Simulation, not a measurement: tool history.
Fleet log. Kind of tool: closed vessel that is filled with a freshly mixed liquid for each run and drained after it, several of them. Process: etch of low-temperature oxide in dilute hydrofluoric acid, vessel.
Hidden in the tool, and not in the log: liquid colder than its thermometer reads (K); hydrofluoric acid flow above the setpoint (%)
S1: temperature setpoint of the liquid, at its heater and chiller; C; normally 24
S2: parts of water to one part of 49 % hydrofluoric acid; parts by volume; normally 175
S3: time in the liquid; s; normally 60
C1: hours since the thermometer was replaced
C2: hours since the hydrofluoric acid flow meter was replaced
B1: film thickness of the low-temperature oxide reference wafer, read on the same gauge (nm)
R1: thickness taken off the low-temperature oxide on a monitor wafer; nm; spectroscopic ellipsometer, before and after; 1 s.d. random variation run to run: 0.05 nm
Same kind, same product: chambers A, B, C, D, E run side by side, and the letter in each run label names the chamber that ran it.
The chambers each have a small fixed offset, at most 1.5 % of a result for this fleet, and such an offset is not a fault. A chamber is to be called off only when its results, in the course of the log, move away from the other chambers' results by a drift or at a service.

| run | hour | S1 | S2 | S3 | C1 | C2 | B1 | R1 |
|---|---|---|---|---|---|---|---|---|
|  | 2.9 | chamber C: hydrofluoric acid flow meter replaced |
| 1A | 3.6 | 24 | 175 | 60 | 1383.8 | 1116.5 | 119.99 | 8.8396 |
| 2D | 6.8 | 24 | 175 | 60 | 586.8 | 48.7 | 120 | 8.8422 |
| 3B | 9.4 | 24 | 175 | 60 | 624.4 | 269.9 | 119.99 | 8.9555 |
| 4C | 13.4 | 24 | 175 | 60 | 1658.3 | 10.6 | 120.02 | 8.8525 |
| 5E | 16.2 | 27 | 175 | 60 | 565.1 | 221.9 | 120 | 9.9118 |
| 6E | 19.6 | 27 | 175 | 60 | 568.5 | 225.3 | 120.03 | 9.9375 |
| 7B | 23.2 | 27 | 175 | 60 | 638.2 | 283.7 | 119.98 | 9.8572 |
| 8D | 27.4 | 27 | 175 | 60 | 607.4 | 69.3 | 119.99 | 9.697 |
| 9C | 31.2 | 27 | 175 | 60 | 1676.1 | 28.4 | 120.01 | 9.8884 |
| 10A | 33.3 | 24 | 175 | 60 | 1413.5 | 1146.2 | 120 | 8.7577 |
| 11B | 36.8 | 24 | 175 | 60 | 651.8 | 297.3 | 120.02 | 8.8742 |
| 12E | 39.1 | 24 | 175 | 60 | 588 | 244.8 | 120 | 8.927 |
| 13C | 42.6 | 24 | 175 | 60 | 1687.5 | 39.8 | 119.99 | 8.8202 |
| 14D | 45.8 | 24 | 175 | 60 | 625.8 | 87.7 | 120 | 8.8727 |
| 15A | 49.8 | 24 | 175 | 60 | 1430 | 1162.7 | 120 | 8.8439 |
| 16D | 53.3 | 24 | 175 | 60 | 633.3 | 95.2 | 119.99 | 8.7478 |
| 17C | 57.7 | 24 | 175 | 60 | 1702.6 | 54.9 | 120.03 | 8.7576 |
| 18E | 61 | 24 | 175 | 60 | 609.9 | 266.7 | 120 | 8.989 |
| 19A | 63.1 | 24 | 175 | 60 | 1443.3 | 1176 | 119.98 | 8.8998 |
| 20B | 65 | 24 | 175 | 60 | 680 | 325.5 | 119.99 | 8.718 |
| 21B | 68.6 | 24 | 175 | 60 | 683.6 | 329.1 | 119.97 | 8.8474 |
| 22C | 70.9 | 24 | 175 | 60 | 1715.8 | 68.1 | 120.03 | 8.9246 |
| 23D | 73.1 | 24 | 175 | 60 | 653.1 | 115 | 120 | 8.8482 |
| 24A | 76.1 | 24 | 175 | 60 | 1456.3 | 1189 | 119.99 | 8.79 |
| 25E | 80 | 24 | 175 | 60 | 628.9 | 285.7 | 120 | 8.916 |
| 26A | 84.4 | 24 | 175 | 60 | 1464.6 | 1197.3 | 120.02 | 8.8786 |
| 27E | 86.6 | 24 | 175 | 60 | 635.5 | 292.3 | 120 | 8.991 |
| 28D | 90.4 | 24 | 175 | 60 | 670.4 | 132.3 | 119.99 | 8.8014 |
| 29C | 92.8 | 24 | 175 | 60 | 1737.7 | 90 | 119.99 | 8.8654 |
| 30B | 95.3 | 24 | 175 | 60 | 710.3 | 355.8 | 119.99 | 8.8547 |
| 31B | 97.8 | 24 | 175 | 60 | 712.8 | 358.3 | 120.02 | 8.8724 |
| 32E | 100.5 | 24 | 175 | 60 | 649.4 | 306.2 | 119.95 | 8.9212 |
| 33D | 102.5 | 24 | 175 | 60 | 682.5 | 144.4 | 120 | 8.7268 |
| 34C | 105.5 | 24 | 175 | 60 | 1750.4 | 102.7 | 120 | 8.8051 |
|  | 107 | chamber B: thermometer replaced |
| 35A | 109 | 28 | 130 | 60 | 1489.2 | 1221.9 | 119.98 | 14.424 |
| 36C | 112.1 | 28 | 130 | 60 | 1757 | 109.3 | 120.01 | 14.318 |
| 37E | 114.9 | 28 | 130 | 60 | 663.8 | 320.6 | 119.97 | 14.611 |
| 38B | 118.3 | 28 | 130 | 60 | 11.3 | 378.8 | 120.01 | 14.648 |
| 39A | 121.4 | 28 | 130 | 60 | 1501.6 | 1234.3 | 120.02 | 14.325 |
| 40D | 124.1 | 24 | 175 | 60 | 704.1 | 166 | 120.02 | 8.7702 |
|  | 125.5 | chamber A: hydrofluoric acid flow meter replaced |
| 41A | 126.7 | 27.5 | 175 | 85 | 1506.9 | 1.2 | 119.98 | 14.012 |
| 42D | 129.5 | 27.5 | 175 | 85 | 709.5 | 171.4 | 120 | 14.327 |
| 43B | 133.3 | 27.5 | 175 | 85 | 26.3 | 393.8 | 119.99 | 14.397 |

Read the log: is a single chamber off, either drifting away or since a service, is the gauge that measures every chamber drifting, or is nothing wrong beyond small per-chamber offsets? Name any odd chamber and what most likely caused it.

No chamber stands off beyond its own small offset, and the gauge holds steady.
